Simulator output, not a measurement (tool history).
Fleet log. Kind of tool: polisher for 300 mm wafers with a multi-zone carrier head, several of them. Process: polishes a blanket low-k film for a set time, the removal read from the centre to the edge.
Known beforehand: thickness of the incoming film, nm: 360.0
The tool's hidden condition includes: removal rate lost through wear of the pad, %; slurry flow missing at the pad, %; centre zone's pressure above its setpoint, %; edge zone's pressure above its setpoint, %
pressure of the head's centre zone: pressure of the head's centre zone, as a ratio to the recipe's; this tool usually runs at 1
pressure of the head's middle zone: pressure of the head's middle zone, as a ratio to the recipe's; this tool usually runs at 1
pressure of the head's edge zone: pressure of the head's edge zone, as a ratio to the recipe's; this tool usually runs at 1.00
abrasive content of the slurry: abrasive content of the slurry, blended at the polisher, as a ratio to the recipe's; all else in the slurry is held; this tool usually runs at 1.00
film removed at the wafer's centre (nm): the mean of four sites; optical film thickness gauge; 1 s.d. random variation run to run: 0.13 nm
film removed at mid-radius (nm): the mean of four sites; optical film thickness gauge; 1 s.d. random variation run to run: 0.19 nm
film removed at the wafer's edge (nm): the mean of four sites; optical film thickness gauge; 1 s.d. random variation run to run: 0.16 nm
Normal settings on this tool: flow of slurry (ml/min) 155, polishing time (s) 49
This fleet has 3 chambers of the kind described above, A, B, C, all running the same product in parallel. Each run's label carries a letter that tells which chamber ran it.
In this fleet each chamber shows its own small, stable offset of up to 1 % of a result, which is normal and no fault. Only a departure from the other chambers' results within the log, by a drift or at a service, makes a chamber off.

run,day,flow of slurry (ml/min),pressure of the head's centre zone,pressure of the head's middle zone,pressure of the head's edge zone,abrasive content of the slurry,polishing time (s),wafers polished on this pad,hours since the slurry nozzle was cleaned,hours since the centre zone pressure was calibrated,hours since the edge zone pressure was calibrated,film removed at the wafer's centre (nm),film removed at mid-radius (nm),film removed at the wafer's edge (nm)
1B,0.254,155,1,1,1.00,1.00,49,478,208.6,725.1,658.9,16.245,16.300,16.688
2C,0.512,155,1,1,1.00,1.00,49,1060,245.7,135.0,625.0,15.989,16.297,16.176
# day 0.583: chamber C: worn pad replaced by a new one
3A,0.658,155,1,1,1.00,1.00,49,265,439.2,57.7,72.7,16.314,16.353,16.337
4B,0.821,155,1,1,1.00,1.00,49,625,222.2,738.7,672.5,16.537,16.305,16.267
5A,1.075,155,1,1,1.00,1.00,49,373,449.2,67.7,82.7,16.393,15.939,16.063
6C,1.196,155,1,1,1.00,1.00,49,159,262.1,151.4,641.4,16.035,16.277,16.285
7B,1.371,155,1,1,1.00,1.00,49,768,235.4,751.9,685.7,16.231,16.389,16.116
8C,1.504,155,1,1,1.00,1.00,49,239,269.5,158.8,648.8,15.923,16.332,16.316
9A,1.638,155,1,1,1.00,1.00,49,519,462.7,81.2,96.2,16.198,16.139,16.025
10B,1.762,155,1,1,0.91,0.80,49,870,244.8,761.3,695.1,14.687,14.901,13.948
11A,1.983,155,1,1,0.91,0.80,49,609,471.0,89.5,104.5,14.283,14.307,13.806
12C,2.142,155,1,1,0.91,0.80,49,405,284.8,174.1,664.1,14.569,14.425,13.568
# day 2.242: chamber C: edge zone pressure recalibrated
13A,2.312,155,1,1,1.00,1.00,49,694,478.9,97.4,112.4,16.225,16.091,16.201
14C,2.442,155,1,1,1.00,1.00,49,483,292.0,181.3,4.9,16.287,16.057,16.299
15B,2.700,155,1,1,1.00,1.00,49,1113,267.3,783.8,717.6,16.144,15.892,15.942
16A,2.842,155,1,1,1.00,1.00,49,832,491.6,110.1,125.1,16.164,15.961,16.155
17C,3.104,155,1,1,1.00,1.00,49,655,307.9,197.2,20.8,16.304,16.580,16.007
18B,3.254,155,1,1,1.00,1.00,49,1257,280.6,797.1,730.9,16.006,15.790,15.917
19C,3.379,155,1,1,1.00,1.00,49,726,314.5,203.8,27.4,16.405,16.347,16.304
20A,3.629,155,1,1,1.00,1.00,49,1036,510.5,129.0,144.0,16.196,15.842,15.903
21B,3.792,155,1,1,1.00,1.00,49,1397,293.5,810.0,743.8,15.852,15.765,15.796
22B,3.942,155,1,1,1.00,1.00,49,1436,297.1,813.6,747.4,15.931,15.989,15.697
23A,4.192,155,1,1,1.00,1.00,49,1182,524.0,142.5,157.5,16.177,16.021,16.180
# day 4.362: chamber A: worn pad replaced by a new one
24C,4.362,155,1,1,1.00,1.00,49,982,338.1,227.4,51.0,16.422,16.319,16.265
25B,4.562,155,1,1,1.00,1.00,49,1597,312.0,828.5,762.3,15.592,15.779,15.844
26A,4.733,155,1,1,1.00,1.00,49,96,537.0,155.5,170.5,16.339,15.773,15.993
27C,4.883,155,1,1,1.00,1.00,49,1117,350.6,239.9,63.5,16.152,16.328,16.291
28B,5.054,155,1,1,1.00,1.00,49,1724,323.8,840.3,774.1,15.500,15.732,15.560
29C,5.271,155,1,1,1.00,1.00,49,1217,359.9,249.2,72.8,16.288,16.287,16.027
30A,5.429,155,1,1,1.00,1.00,49,277,553.7,172.2,187.2,16.257,16.212,15.920
# day 5.688: chamber C: worn pad replaced by a new one
31B,5.704,155,1,1,1.00,1.00,49,1893,339.4,855.9,789.7,15.466,15.340,15.599
32C,5.979,155,1,1,1.00,1.00,49,76,376.9,266.2,89.8,16.285,16.269,16.409
33A,6.242,155,1,1,1.00,1.00,49,488,573.2,191.7,206.7,16.246,15.855,16.504
34C,6.408,155,1,1,1.00,1.00,49,187,387.2,276.5,100.1,16.116,16.379,16.252
35B,6.675,155,1,1,1.00,1.00,49,2145,362.7,879.2,813.0,15.129,14.892,15.260
36A,6.871,155,1,1,1.00,1.00,49,651,588.3,206.8,221.8,16.456,16.006,15.914
37B,7.046,155,1,1,1.00,1.00,49,2241,371.6,888.1,821.9,15.074,15.186,15.316
38A,7.225,155,1,1,1.00,1.00,49,743,596.8,215.3,230.3,16.122,15.978,16.183
39C,7.433,155,1,1,1.00,0.85,49,453,411.8,301.1,124.7,15.175,14.846,15.100
40A,7.692,155,1,1,1.00,0.85,49,864,608.0,226.5,241.5,14.908,15.061,15.020
41B,7.896,155,1,1,1.00,0.85,49,2462,392.0,908.5,842.3,13.993,13.997,13.942

All 3 chambers run these settings next. Forecast each chamber's results:
42A,8.100,155,1,1,1.00,1.00,49,,,,,?,?,?
42B,8.100,155,1,1,1.00,1.00,49,,,,,?,?,?
42C,8.100,155,1,1,1.00,1.00,49,,,,,?,?,?

run,film removed at the wafer's centre (nm),film removed at mid-radius (nm),film removed at the wafer's edge (nm)
42A,16.356,15.932,16.126
42B,15.064,14.991,15.043
42C,16.383,16.019,16.343
